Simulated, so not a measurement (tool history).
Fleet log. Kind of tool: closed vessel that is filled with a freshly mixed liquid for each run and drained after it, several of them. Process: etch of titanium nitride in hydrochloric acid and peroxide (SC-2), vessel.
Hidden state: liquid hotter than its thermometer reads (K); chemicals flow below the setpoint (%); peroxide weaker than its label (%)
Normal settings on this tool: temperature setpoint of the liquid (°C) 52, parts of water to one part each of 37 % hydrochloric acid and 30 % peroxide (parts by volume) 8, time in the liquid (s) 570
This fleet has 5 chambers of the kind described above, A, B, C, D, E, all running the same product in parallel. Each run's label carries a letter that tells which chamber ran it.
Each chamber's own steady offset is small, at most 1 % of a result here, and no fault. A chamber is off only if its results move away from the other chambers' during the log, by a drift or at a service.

run	hour	temperature setpoint of the liquid (°C)	parts of water to one part each of 37 % hydrochloric acid and 30 % peroxide (parts by volume)	time in the liquid (s)	hours since the thermometer was replaced	hours since the chemicals flow meter was replaced	hours since the drum of peroxide was connected	read-back film thickness of the titanium nitride reference wafer, read on the same gauge (nm)	thickness taken off the titanium nitride on a monitor wafer (angstrom)
1B	4.0	52	8	570	1967.3	888.8	684.1	80.022	109.080
# hour 4.7: chamber A: chemicals flow meter replaced
2D	9.2	52	8	570	1333.3	999.6	359.9	79.997	108.240
3A	14.0	52	8	570	748.6	9.4	628.6	80.016	108.800
4C	19.2	52	8	570	123.0	98.5	290.0	79.994	108.440
5E	27.2	52	8	570	761.8	545.2	380.1	79.990	108.390
6D	31.5	52	10	570	1355.6	1021.9	382.2	79.939	90.706
7E	36.0	52	10	570	770.6	554.0	388.9	79.982	90.663
8A	41.7	52	10	570	776.3	37.1	656.3	79.975	91.041
9C	47.7	52	10	570	151.5	127.0	318.5	80.051	90.406
10B	55.8	52	10	570	2019.1	940.6	735.9	80.011	90.423
11A	60.4	52	8	570	795.0	55.8	675.0	80.014	109.370
# hour 64.8: chamber E: new drum of peroxide connected
12D	66.5	52	8	570	1390.6	1056.9	417.2	80.023	109.570
13E	74.1	52	8	570	808.7	592.1	9.4	80.023	109.150
14B	82.0	52	8	570	2045.3	966.8	762.1	80.047	109.190
15C	88.0	52	8	570	191.8	167.3	358.8	79.970	108.200
16B	96.7	52	8	570	2060.0	981.5	776.8	80.036	109.250
17A	102.4	52	8	570	837.0	97.8	717.0	80.029	109.910
18E	107.4	52	8	570	842.0	625.4	42.7	79.995	108.750
# hour 107.5: chamber B: thermometer replaced
19D	114.8	52	8	570	1438.9	1105.2	465.5	80.025	111.220
20C	122.1	52	8	570	225.9	201.4	392.9	79.935	108.130
# hour 126.8: chamber B: new drum of peroxide connected
21C	128.2	52	8	570	232.0	207.5	399.0	80.011	108.010
22A	134.8	52	8	570	869.4	130.2	749.4	80.026	109.910
23E	143.3	52	8	570	877.9	661.3	78.6	79.999	108.560
24D	148.0	52	8	570	1472.1	1138.4	498.7	79.944	111.370
25B	152.4	52	8	570	45.0	1037.2	25.7	79.986	108.880
26E	158.2	52	8	570	892.8	676.2	93.5	79.979	109.810
27A	163.4	52	8	570	898.0	158.8	778.0	79.997	109.840
28B	168.5	52	8	570	61.1	1053.3	41.8	79.977	108.430
29D	174.7	52	8	570	1498.8	1165.1	525.4	80.023	113.420
30C	179.4	52	8	845	283.2	258.7	450.2	79.973	160.540
31E	187.6	52	8	845	922.2	705.6	122.9	79.989	161.870
32D	195.4	52	8	845	1519.5	1185.8	546.1	79.985	167.660

Next, all 5 chambers run the settings below, one line each with question marks for the results. What does each chamber give?
33A	201.9	52	8	570					?
33B	201.9	52	8	570					?
33C	201.9	52	8	570					?
33D	201.9	52	8	570					?
33E	201.9	52	8	570					?

run	thickness taken off the titanium nitride on a monitor wafer (angstrom)
33A	109.460
33B	108.470
33C	108.310
33D	113.660
33E	109.110
